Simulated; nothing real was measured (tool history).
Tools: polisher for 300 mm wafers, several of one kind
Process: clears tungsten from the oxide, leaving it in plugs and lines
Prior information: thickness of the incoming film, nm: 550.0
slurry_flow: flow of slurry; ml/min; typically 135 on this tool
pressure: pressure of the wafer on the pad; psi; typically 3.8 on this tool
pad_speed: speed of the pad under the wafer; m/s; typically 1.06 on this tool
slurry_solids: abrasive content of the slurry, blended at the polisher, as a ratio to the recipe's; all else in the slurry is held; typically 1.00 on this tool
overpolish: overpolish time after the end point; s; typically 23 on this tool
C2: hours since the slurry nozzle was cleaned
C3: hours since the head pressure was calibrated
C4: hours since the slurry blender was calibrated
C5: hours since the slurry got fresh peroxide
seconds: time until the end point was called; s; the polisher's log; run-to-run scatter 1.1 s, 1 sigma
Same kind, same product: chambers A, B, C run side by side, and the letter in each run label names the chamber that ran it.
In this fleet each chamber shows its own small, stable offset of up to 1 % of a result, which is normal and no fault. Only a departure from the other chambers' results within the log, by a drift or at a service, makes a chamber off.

-- hour=2.8 chamber B: worn pad replaced by a new one
-- hour=3.2 chamber A: slurry blender recalibrated
run 1B hour=4.7 | slurry_flow=135 pressure=3.8 pad_speed=1.06 slurry_solids=1.00 overpolish=23 | wafers_polished_on_this_pad=17 C2=775.4 C3=901.9 C4=78.9 C5=43.2 | seconds=90.123
-- hour=5.8 chamber C: slurry tank refilled with fresh slurry and peroxide
run 2A hour=14.6 | slurry_flow=135 pressure=3.8 pad_speed=1.06 slurry_solids=1.00 overpolish=23 | wafers_polished_on_this_pad=576 C2=235.0 C3=937.8 C4=11.5 C5=152.8 | seconds=88.978
run 3C hour=23.2 | slurry_flow=135 pressure=3.8 pad_speed=1.06 slurry_solids=1.00 overpolish=23 | wafers_polished_on_this_pad=402 C2=125.0 C3=666.0 C4=327.6 C5=17.5 | seconds=91.291
-- hour=29.4 chamber B: head pressure recalibrated
run 4B hour=31.0 | slurry_flow=135 pressure=3.8 pad_speed=1.06 slurry_solids=1.00 overpolish=23 | wafers_polished_on_this_pad=247 C2=801.7 C3=1.7 C4=105.2 C5=69.5 | seconds=90.324
run 5C hour=39.8 | slurry_flow=135 pressure=3.8 pad_speed=1.06 slurry_solids=1.00 overpolish=23 | wafers_polished_on_this_pad=548 C2=141.6 C3=682.6 C4=344.2 C5=34.1 | seconds=91.184
-- hour=40.5 chamber B: slurry nozzle cleaned
-- hour=48.9 chamber A: slurry tank refilled with fresh slurry and peroxide
run 6A hour=50.0 | slurry_flow=135 pressure=3.8 pad_speed=1.06 slurry_solids=1.00 overpolish=23 | wafers_polished_on_this_pad=886 C2=270.4 C3=973.2 C4=46.9 C5=1.2 | seconds=88.337
-- hour=54.2 chamber A: worn pad replaced by a new one
run 7A hour=57.7 | slurry_flow=135 pressure=3.8 pad_speed=1.06 slurry_solids=0.75 overpolish=32 | wafers_polished_on_this_pad=31 C2=278.1 C3=980.9 C4=54.6 C5=8.9 | seconds=94.144
run 8B hour=66.4 | slurry_flow=135 pressure=3.8 pad_speed=1.06 slurry_solids=0.75 overpolish=32 | wafers_polished_on_this_pad=558 C2=25.9 C3=37.1 C4=140.6 C5=104.9 | seconds=93.891
run 9C hour=75.6 | slurry_flow=135 pressure=3.8 pad_speed=1.06 slurry_solids=0.75 overpolish=32 | wafers_polished_on_this_pad=862 C2=177.4 C3=718.4 C4=380.0 C5=69.9 | seconds=98.847
run 10C hour=82.3 | slurry_flow=135 pressure=4.8 pad_speed=1.06 slurry_solids=1.25 overpolish=23 | wafers_polished_on_this_pad=920 C2=184.1 C3=725.1 C4=386.7 C5=76.6 | seconds=69.789
run 11B hour=89.6 | slurry_flow=135 pressure=4.8 pad_speed=1.06 slurry_solids=1.25 overpolish=23 | wafers_polished_on_this_pad=761 C2=49.1 C3=60.3 C4=163.8 C5=128.1 | seconds=68.470
-- hour=95.2 chamber C: slurry nozzle cleaned
run 12A hour=98.0 | slurry_flow=135 pressure=4.8 pad_speed=1.06 slurry_solids=1.25 overpolish=23 | wafers_polished_on_this_pad=384 C2=318.4 C3=1021.2 C4=94.9 C5=49.2 | seconds=67.592
-- hour=103.2 chamber B: worn pad replaced by a new one
run 13A hour=105.2 | slurry_flow=135 pressure=3.8 pad_speed=1.06 slurry_solids=1.00 overpolish=23 | wafers_polished_on_this_pad=447 C2=325.6 C3=1028.4 C4=102.1 C5=56.4 | seconds=88.429
run 14B hour=113.1 | slurry_flow=135 pressure=3.8 pad_speed=1.06 slurry_solids=1.00 overpolish=23 | wafers_polished_on_this_pad=86 C2=72.6 C3=83.8 C4=187.3 C5=151.6 | seconds=91.144
-- hour=114.2 chamber C: slurry tank refilled with fresh slurry and peroxide
-- hour=116.5 chamber B: slurry tank refilled with fresh slurry and peroxide
run 15C hour=120.7 | slurry_flow=135 pressure=3.8 pad_speed=1.06 slurry_solids=1.00 overpolish=23 | wafers_polished_on_this_pad=1257 C2=25.5 C3=763.5 C4=425.1 C5=6.5 | seconds=97.022
run 16B hour=129.2 | slurry_flow=135 pressure=3.8 pad_speed=1.06 slurry_solids=1.00 overpolish=23 | wafers_polished_on_this_pad=228 C2=88.7 C3=99.9 C4=203.4 C5=12.8 | seconds=89.798
-- hour=130.2 chamber C: slurry blender recalibrated
run 17A hour=136.6 | slurry_flow=135 pressure=3.8 pad_speed=1.06 slurry_solids=1.00 overpolish=23 | wafers_polished_on_this_pad=723 C2=357.0 C3=1059.8 C4=133.5 C5=87.8 | seconds=89.299
run 18C hour=143.3 | slurry_flow=135 pressure=3.8 pad_speed=1.06 slurry_solids=1.00 overpolish=23 | wafers_polished_on_this_pad=1455 C2=48.1 C3=786.1 C4=13.1 C5=29.1 | seconds=99.660
run 19C hour=148.0 | slurry_flow=135 pressure=3.8 pad_speed=1.06 slurry_solids=1.00 overpolish=23 | wafers_polished_on_this_pad=1496 C2=52.8 C3=790.8 C4=17.8 C5=33.8 | seconds=101.630
run 20B hour=155.5 | slurry_flow=135 pressure=3.8 pad_speed=1.06 slurry_solids=1.00 overpolish=23 | wafers_polished_on_this_pad=458 C2=115.0 C3=126.2 C4=229.7 C5=39.1 | seconds=89.387

Is one chamber out of step, is the gauge drifting, or do the chambers differ by no more than their own small offsets? For an off chamber, give its letter and the likeliest cause.

Chamber C drifts away from the others.
Cause: removal rate lost through wear of the pad, % = 12.7.
Not necessarily distinguishable in this log from: head's pressure below its setpoint, %.

Below are 4 candidate recipes for chamber C's next run, each the usual settings with a change, their results shown as question marks. Which of them brings C's results back in line with what the other chambers give on the usual settings?
In line means no further than this from the other chambers' mean on the usual settings: seconds 4.000 s
run 21C-1 hour=163.1 | slurry_flow=130 pressure=3.8 pad_speed=0.92 slurry_solids=1.00 overpolish=23 | seconds=?
run 21C-2 hour=163.1 | slurry_flow=130 pressure=3.4 pad_speed=0.92 slurry_solids=1.00 overpolish=23 | seconds=?
run 21C-3 hour=163.1 | slurry_flow=135 pressure=4.9 pad_speed=1.06 slurry_solids=1.05 overpolish=23 | seconds=?
run 21C-4 hour=163.1 | slurry_flow=135 pressure=3.8 pad_speed=1.20 slurry_solids=1.00 overpolish=23 | seconds=?

The mean the other chambers reach with the usual settings: seconds 89.439 s
run=21C-1 seconds=119.960
run=21C-2 seconds=133.900
run=21C-3 seconds=79.250
run=21C-4 seconds=90.944
Change 21C-4 lands the chamber within the allowed miss of the other chambers.
